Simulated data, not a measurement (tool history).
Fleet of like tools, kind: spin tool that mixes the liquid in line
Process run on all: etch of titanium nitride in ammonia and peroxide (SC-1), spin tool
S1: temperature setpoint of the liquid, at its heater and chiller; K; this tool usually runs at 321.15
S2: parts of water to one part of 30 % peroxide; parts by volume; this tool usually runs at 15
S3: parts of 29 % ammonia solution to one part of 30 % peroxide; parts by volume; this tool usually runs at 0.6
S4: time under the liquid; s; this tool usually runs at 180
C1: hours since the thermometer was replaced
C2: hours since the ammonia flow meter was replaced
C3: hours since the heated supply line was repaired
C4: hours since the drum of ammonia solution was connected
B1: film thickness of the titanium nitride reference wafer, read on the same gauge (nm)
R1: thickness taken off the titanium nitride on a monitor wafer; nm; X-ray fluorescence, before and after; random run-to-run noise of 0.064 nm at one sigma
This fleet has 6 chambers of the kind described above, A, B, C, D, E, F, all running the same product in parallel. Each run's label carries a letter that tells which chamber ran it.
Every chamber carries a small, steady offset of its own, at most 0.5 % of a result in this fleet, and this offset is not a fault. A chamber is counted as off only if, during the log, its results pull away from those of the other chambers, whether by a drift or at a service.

{"run": "1A", "hour": 7.1, "S1": 321.15, "S2": 15, "S3": 0.6, "S4": 180, "C1": 1617.6, "C2": 371.3, "C3": 2627.2, "C4": 109.9, "B1": 69.994, "R1": 7.1185}
{"run": "2D", "hour": 17.0, "S1": 321.15, "S2": 15, "S3": 0.6, "S4": 180, "C1": 479.4, "C2": 791, "C3": 226, "C4": 211.4, "B1": 70.01, "R1": 7.0932}
{"run": "3C", "hour": 23.5, "S1": 321.15, "S2": 15, "S3": 0.6, "S4": 180, "C1": 415.1, "C2": 652.4, "C3": 1319.4, "C4": 252.9, "B1": 69.975, "R1": 7.0194}
{"run": "4E", "hour": 32.2, "S1": 321.15, "S2": 15, "S3": 0.6, "S4": 180, "C1": 295.3, "C2": 116, "C3": 123.7, "C4": 205.5, "B1": 69.989, "R1": 6.8899}
{"run": "5B", "hour": 43.5, "S1": 321.15, "S2": 15, "S3": 0.6, "S4": 180, "C1": 410.3, "C2": 1101.8, "C3": 414.8, "C4": 618, "B1": 69.98, "R1": 6.938}
{"run": "6F", "hour": 55.5, "S1": 321.15, "S2": 15, "S3": 0.6, "S4": 180, "C1": 217.5, "C2": 1000.2, "C3": 2339.4, "C4": 797.6, "B1": 69.995, "R1": 7.1765}
{"run": "7F", "hour": 63.2, "S1": 321.15, "S2": 15, "S3": 0.6, "S4": 180, "C1": 225.2, "C2": 1007.9, "C3": 2347.1, "C4": 805.3, "B1": 69.998, "R1": 7.0722}
{"run": "8D", "hour": 70.8, "S1": 321.15, "S2": 15, "S3": 0.6, "S4": 180, "C1": 533.2, "C2": 844.8, "C3": 279.8, "C4": 265.2, "B1": 70.036, "R1": 6.9652}
{"run": "9B", "hour": 76.9, "S1": 321.15, "S2": 15, "S3": 0.6, "S4": 180, "C1": 443.7, "C2": 1135.2, "C3": 448.2, "C4": 651.4, "B1": 70.029, "R1": 6.9127}
{"run": "10C", "hour": 89.9, "S1": 321.15, "S2": 15, "S3": 0.6, "S4": 180, "C1": 481.5, "C2": 718.8, "C3": 1385.8, "C4": 319.3, "B1": 70.006, "R1": 6.9879}
{"run": "11E", "hour": 97.8, "S1": 321.15, "S2": 15, "S3": 0.6, "S4": 180, "C1": 360.9, "C2": 181.6, "C3": 189.3, "C4": 271.1, "B1": 70.006, "R1": 6.9647}
{"run": "12A", "hour": 111.4, "S1": 321.15, "S2": 15, "S3": 0.6, "S4": 180, "C1": 1721.9, "C2": 475.6, "C3": 2731.5, "C4": 214.2, "B1": 69.989, "R1": 7.0161}
{"run": "13B", "hour": 120.9, "S1": 321.15, "S2": 15, "S3": 0.6, "S4": 180, "C1": 487.7, "C2": 1179.2, "C3": 492.2, "C4": 695.4, "B1": 70.014, "R1": 6.9695}
{"run": "14C", "hour": 132.4, "S1": 321.15, "S2": 15, "S3": 0.6, "S4": 180, "C1": 524, "C2": 761.3, "C3": 1428.3, "C4": 361.8, "B1": 70.004, "R1": 6.993}
{"run": "15D", "hour": 140.0, "S1": 321.15, "S2": 15, "S3": 0.6, "S4": 180, "C1": 602.4, "C2": 914, "C3": 349, "C4": 334.4, "B1": 70.029, "R1": 7.0238}
{"hour": 144.7, "done": "chamber B: new drum of ammonia solution connected"}
{"run": "16F", "hour": 151.0, "S1": 321.15, "S2": 15, "S3": 0.6, "S4": 180, "C1": 313, "C2": 1095.7, "C3": 2434.9, "C4": 893.1, "B1": 69.973, "R1": 6.8419}
{"run": "17A", "hour": 162.3, "S1": 327.15, "S2": 15, "S3": 0.6, "S4": 115, "C1": 1772.8, "C2": 526.5, "C3": 2782.4, "C4": 265.1, "B1": 70.019, "R1": 6.9667}
{"run": "18E", "hour": 169.0, "S1": 327.15, "S2": 15, "S3": 0.6, "S4": 115, "C1": 432.1, "C2": 252.8, "C3": 260.5, "C4": 342.3, "B1": 70.01, "R1": 6.7856}
{"run": "19E", "hour": 180.4, "S1": 327.15, "S2": 15, "S3": 0.6, "S4": 115, "C1": 443.5, "C2": 264.2, "C3": 271.9, "C4": 353.7, "B1": 69.995, "R1": 6.8045}
{"run": "20F", "hour": 190.9, "S1": 327.15, "S2": 15, "S3": 0.6, "S4": 115, "C1": 352.9, "C2": 1135.6, "C3": 2474.8, "C4": 933, "B1": 70.014, "R1": 6.4428}
{"run": "21C", "hour": 198.0, "S1": 327.15, "S2": 15, "S3": 0.6, "S4": 115, "C1": 589.6, "C2": 826.9, "C3": 1493.9, "C4": 427.4, "B1": 70.015, "R1": 6.7569}
{"run": "22A", "hour": 205.3, "S1": 327.15, "S2": 15, "S3": 0.6, "S4": 115, "C1": 1815.8, "C2": 569.5, "C3": 2825.4, "C4": 308.1, "B1": 70.021, "R1": 6.807}
{"run": "23B", "hour": 215.0, "S1": 321.15, "S2": 15, "S3": 0.6, "S4": 180, "C1": 581.8, "C2": 1273.3, "C3": 586.3, "C4": 70.4, "B1": 70.011, "R1": 6.9686}
{"run": "24D", "hour": 224.8, "S1": 321.15, "S2": 15, "S3": 0.6, "S4": 180, "C1": 687.2, "C2": 998.8, "C3": 433.8, "C4": 419.2, "B1": 69.969, "R1": 7.1142}
{"run": "25E", "hour": 233.8, "S1": 321.15, "S2": 15, "S3": 0.6, "S4": 180, "C1": 496.9, "C2": 317.6, "C3": 325.3, "C4": 407.1, "B1": 70, "R1": 7.074}
{"run": "26F", "hour": 243.7, "S1": 321.15, "S2": 15, "S3": 0.6, "S4": 180, "C1": 405.7, "C2": 1188.4, "C3": 2527.6, "C4": 985.8, "B1": 69.967, "R1": 6.5694}
{"run": "27C", "hour": 254.2, "S1": 321.15, "S2": 15, "S3": 0.6, "S4": 180, "C1": 645.8, "C2": 883.1, "C3": 1550.1, "C4": 483.6, "B1": 70.006, "R1": 6.9832}
{"run": "28D", "hour": 263.6, "S1": 321.15, "S2": 15, "S3": 0.6, "S4": 180, "C1": 726, "C2": 1037.6, "C3": 472.6, "C4": 458, "B1": 69.978, "R1": 7.0124}
{"run": "29A", "hour": 277.1, "S1": 321.15, "S2": 15, "S3": 0.6, "S4": 180, "C1": 1887.6, "C2": 641.3, "C3": 2897.2, "C4": 379.9, "B1": 69.966, "R1": 7.1322}
{"run": "30B", "hour": 288.7, "S1": 321.15, "S2": 15, "S3": 0.6, "S4": 180, "C1": 655.5, "C2": 1347, "C3": 660, "C4": 144.1, "B1": 70.002, "R1": 6.9782}
{"run": "31D", "hour": 300.7, "S1": 321.15, "S2": 15, "S3": 0.6, "S4": 180, "C1": 763.1, "C2": 1074.7, "C3": 509.7, "C4": 495.1, "B1": 69.992, "R1": 7.0217}
{"hour": 302.9, "done": "chamber F: new drum of ammonia solution connected"}
{"run": "32E", "hour": 307.1, "S1": 321.15, "S2": 15, "S3": 0.6, "S4": 180, "C1": 570.2, "C2": 390.9, "C3": 398.6, "C4": 480.4, "B1": 70.009, "R1": 6.9857}
{"hour": 316.1, "done": "chamber C: heated supply line repaired"}
{"run": "33C", "hour": 318.5, "S1": 321.15, "S2": 15, "S3": 0.6, "S4": 180, "C1": 710.1, "C2": 947.4, "C3": 2.5, "C4": 547.9, "B1": 69.983, "R1": 7.1102}
{"run": "34A", "hour": 325.6, "S1": 321.15, "S2": 15, "S3": 0.6, "S4": 180, "C1": 1936.1, "C2": 689.8, "C3": 2945.7, "C4": 428.4, "B1": 70.005, "R1": 6.9703}
{"run": "35F", "hour": 332.6, "S1": 321.15, "S2": 15, "S3": 0.6, "S4": 180, "C1": 494.6, "C2": 1277.3, "C3": 2616.5, "C4": 29.7, "B1": 70.005, "R1": 6.4129}
{"run": "36B", "hour": 345.8, "S1": 321.15, "S2": 15, "S3": 0.6, "S4": 270, "C1": 712.6, "C2": 1404.1, "C3": 717.1, "C4": 201.2, "B1": 69.997, "R1": 10.413}
{"hour": 350.6, "done": "chamber D: new drum of ammonia solution connected"}
{"run": "37D", "hour": 357.2, "S1": 321.15, "S2": 15, "S3": 0.6, "S4": 270, "C1": 819.6, "C2": 1131.2, "C3": 566.2, "C4": 6.6, "B1": 70.042, "R1": 10.412}
{"run": "38C", "hour": 367.2, "S1": 321.15, "S2": 15, "S3": 0.6, "S4": 270, "C1": 758.8, "C2": 996.1, "C3": 51.2, "C4": 596.6, "B1": 69.987, "R1": 10.516}
{"run": "39E", "hour": 378.2, "S1": 321.15, "S2": 15, "S3": 0.6, "S4": 270, "C1": 641.3, "C2": 462, "C3": 469.7, "C4": 551.5, "B1": 69.961, "R1": 10.506}

Next, every chamber runs the same settings. What will each give?
{"run": "40A", "hour": 388.4, "S1": 321.15, "S2": 18, "S3": 0.6, "S4": 180, "R1": "?"}
{"run": "40B", "hour": 388.4, "S1": 321.15, "S2": 18, "S3": 0.6, "S4": 180, "R1": "?"}
{"run": "40C", "hour": 388.4, "S1": 321.15, "S2": 18, "S3": 0.6, "S4": 180, "R1": "?"}
{"run": "40D", "hour": 388.4, "S1": 321.15, "S2": 18, "S3": 0.6, "S4": 180, "R1": "?"}
{"run": "40E", "hour": 388.4, "S1": 321.15, "S2": 18, "S3": 0.6, "S4": 180, "R1": "?"}
{"run": "40F", "hour": 388.4, "S1": 321.15, "S2": 18, "S3": 0.6, "S4": 180, "R1": "?"}

run=40A R1=6.4662
run=40B R1=6.3592
run=40C R1=6.4776
run=40D R1=6.4811
run=40E R1=6.3647
run=40F R1=5.6526

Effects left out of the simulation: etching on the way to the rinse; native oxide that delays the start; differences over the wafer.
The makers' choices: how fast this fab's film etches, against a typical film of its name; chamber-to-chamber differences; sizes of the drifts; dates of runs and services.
